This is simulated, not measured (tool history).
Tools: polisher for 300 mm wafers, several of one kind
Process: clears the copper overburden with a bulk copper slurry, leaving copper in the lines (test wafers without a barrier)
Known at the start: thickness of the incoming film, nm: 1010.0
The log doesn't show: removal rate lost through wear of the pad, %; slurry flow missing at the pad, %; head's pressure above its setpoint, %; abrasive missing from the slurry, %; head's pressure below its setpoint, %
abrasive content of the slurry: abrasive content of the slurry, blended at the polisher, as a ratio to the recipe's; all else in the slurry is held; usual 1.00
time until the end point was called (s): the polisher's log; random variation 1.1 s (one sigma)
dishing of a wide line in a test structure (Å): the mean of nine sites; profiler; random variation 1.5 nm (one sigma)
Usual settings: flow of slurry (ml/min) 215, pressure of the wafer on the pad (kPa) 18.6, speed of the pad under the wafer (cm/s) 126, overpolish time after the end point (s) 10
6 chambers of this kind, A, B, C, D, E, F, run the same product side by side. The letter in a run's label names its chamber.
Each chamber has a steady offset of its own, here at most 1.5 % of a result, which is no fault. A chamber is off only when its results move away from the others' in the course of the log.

run	hour	flow of slurry (ml/min)	pressure of the wafer on the pad (kPa)	speed of the pad under the wafer (cm/s)	abrasive content of the slurry	overpolish time after the end point (s)	wafers polished on this pad	hours since the slurry nozzle was cleaned	hours since the head pressure was calibrated	hours since the slurry blender was calibrated	time until the end point was called (s)	dishing of a wide line in a test structure (Å)
1D	5.0	215	18.6	126	1.00	10	684	54.7	1137.2	98.9	80.555	703.17
2C	9.6	215	18.6	126	1.00	10	319	370.6	451.0	477.8	80.776	724.11
# hour 14.1: chamber B: slurry blender recalibrated
3F	14.5	215	18.6	126	1.00	10	865	381.7	427.5	352.6	80.788	729.10
4E	20.2	215	18.6	126	1.00	10	501	133.5	760.2	30.3	81.642	697.69
# hour 23.9: chamber F: slurry nozzle cleaned
5A	25.0	215	13.8	162	1.00	10	480	465.2	887.7	180.9	83.756	633.28
# hour 25.6: chamber E: worn pad replaced by a new one
# hour 27.2: chamber A: worn pad replaced by a new one
6B	29.4	215	13.8	162	1.00	10	653	38.7	215.5	15.3	83.766	653.64
# hour 33.2: chamber F: worn pad replaced by a new one
7D	33.9	215	13.8	162	1.00	10	1006	83.6	1166.1	127.8	86.302	648.04
# hour 37.3: chamber D: worn pad replaced by a new one
8E	38.0	215	13.8	162	1.00	10	138	151.3	778.0	48.1	85.559	632.62
9B	40.6	215	13.8	162	1.00	10	778	49.9	226.7	26.5	85.553	662.31
10F	45.0	215	13.8	162	1.00	10	132	21.1	458.0	383.1	85.154	642.36
11C	50.4	215	18.6	126	1.00	10	773	411.4	491.8	518.6	80.906	729.33
# hour 51.9: chamber D: head pressure recalibrated
12A	55.5	215	18.6	104	1.00	10	315	495.7	918.2	211.4	95.488	608.87
13C	58.1	215	18.6	104	1.00	10	859	419.1	499.5	526.3	99.954	600.57
# hour 58.5: chamber C: slurry blender recalibrated
14D	62.4	215	18.6	104	1.00	10	279	112.1	10.6	156.3	97.635	627.53
# hour 65.8: chamber C: worn pad replaced by a new one
15A	66.2	215	18.6	104	1.00	10	434	506.4	928.9	222.1	97.191	604.97
16F	69.4	215	18.6	104	1.00	10	403	45.5	482.4	407.5	98.457	591.43
17E	72.7	215	18.6	104	1.00	10	524	186.0	812.7	82.8	98.397	624.40
# hour 73.5: chamber A: slurry nozzle cleaned
# hour 76.4: chamber E: slurry nozzle cleaned
# hour 76.9: chamber A: worn pad replaced by a new one
18B	77.5	215	18.6	126	1.00	10	1189	86.8	263.6	63.4	84.384	679.33
# hour 78.4: chamber F: slurry blender recalibrated
# hour 79.0: chamber E: worn pad replaced by a new one
19F	81.8	215	18.6	126	1.00	10	541	57.9	494.8	3.5	80.904	678.80
20D	87.7	215	18.6	126	1.00	10	561	137.4	35.9	181.6	82.546	709.05
21B	92.9	215	18.6	126	1.00	10	1360	102.2	279.0	78.8	82.629	695.65
22A	97.6	215	18.6	126	1.00	10	231	24.1	960.3	253.5	78.346	713.18
23C	100.9	215	18.6	126	1.00	10	391	461.9	542.3	42.4	79.968	718.21
24E	104.0	215	18.6	126	1.00	10	278	27.6	844.0	114.1	79.931	684.53
25C	107.4	215	18.6	126	1.00	10	463	468.4	548.8	48.9	79.714	701.54
26B	113.3	215	18.6	126	1.00	10	1587	122.6	299.4	99.2	85.710	700.78
# hour 115.6: chamber D: worn pad replaced by a new one
27E	117.8	215	18.6	126	1.00	10	432	41.4	857.8	127.9	79.465	724.29
# hour 118.3: chamber F: worn pad replaced by a new one
28A	121.3	215	18.6	126	1.00	10	495	47.8	984.0	277.2	80.314	704.39
29D	124.8	215	18.6	126	1.00	10	103	174.5	73.0	218.7	80.515	672.15
# hour 128.3: chamber A: worn pad replaced by a new one
30F	128.9	215	18.6	126	1.00	10	119	105.0	541.9	50.6	81.520	706.36
31B	131.6	165	18.6	126	1.25	10	1790	140.9	317.7	117.5	85.984	690.26
# hour 134.7: chamber B: slurry blender recalibrated
32C	135.8	165	18.6	126	1.25	10	779	496.8	577.2	77.3	80.674	719.80
# hour 137.1: chamber E: worn pad replaced by a new one
33D	139.2	165	18.6	126	1.25	10	263	188.9	87.4	233.1	80.332	693.98
34E	144.0	165	18.6	126	1.25	10	76	67.6	884.0	154.1	80.818	685.64
35A	149.3	165	18.6	126	1.25	10	234	75.8	1012.0	305.2	81.527	694.11
36F	153.5	165	18.6	126	1.25	10	392	129.6	566.5	75.2	81.671	701.97
37C	157.7	215	18.6	126	1.00	10	1023	518.7	599.1	99.2	82.218	716.33
# hour 159.2: chamber D: slurry nozzle cleaned
38F	161.1	215	18.6	126	1.00	10	477	137.2	574.1	82.8	81.184	718.94
39D	165.1	215	18.6	126	1.00	10	551	6.0	113.3	259.0	80.018	724.21
40E	171.0	215	18.6	126	1.00	10	377	94.6	911.0	181.1	81.168	708.45
41B	173.8	215	18.6	126	1.00	10	2260	183.1	359.9	39.2	90.471	650.82
# hour 174.6: chamber A: worn pad replaced by a new one
42A	178.9	215	18.6	126	1.00	10	47	105.4	1041.6	334.8	77.927	699.95

Is one chamber off against the others, does the gauge drift, or is nothing wrong? If a chamber is off, say which, and what the likeliest cause is.

Chamber B drifts away from the others.
Cause: removal rate lost through wear of the pad, % = 11.1.
The log may not tell that from: head's pressure below its setpoint, %.

Here are 4 candidates for chamber B's next run, each the usual settings with a change, their results left as question marks. Which one brings its results back in line with what the others give on the usual settings?
In line means no further than this from the other chambers' mean on the usual settings: time until the end point was called (s) 3.900; dishing of a wide line in a test structure (Å) 52.00
43B-1	183.1	210	17.2	112	1.00	10					?	?
43B-2	183.1	215	17.9	120	1.00	10					?	?
43B-3	183.1	215	19.3	134	1.00	10					?	?
43B-4	183.1	220	20.7	140	1.00	10					?	?

The other chambers' mean on the usual settings: time until the end point was called (s) 81.119; dishing of a wide line in a test structure (Å) 705.29
run	time until the end point was called (s)	dishing of a wide line in a test structure (Å)
43B-1	110.290	562.03
43B-2	98.657	612.98
43B-3	82.010	705.16
43B-4	73.090	769.45
43B-3 brings the chamber back in line.

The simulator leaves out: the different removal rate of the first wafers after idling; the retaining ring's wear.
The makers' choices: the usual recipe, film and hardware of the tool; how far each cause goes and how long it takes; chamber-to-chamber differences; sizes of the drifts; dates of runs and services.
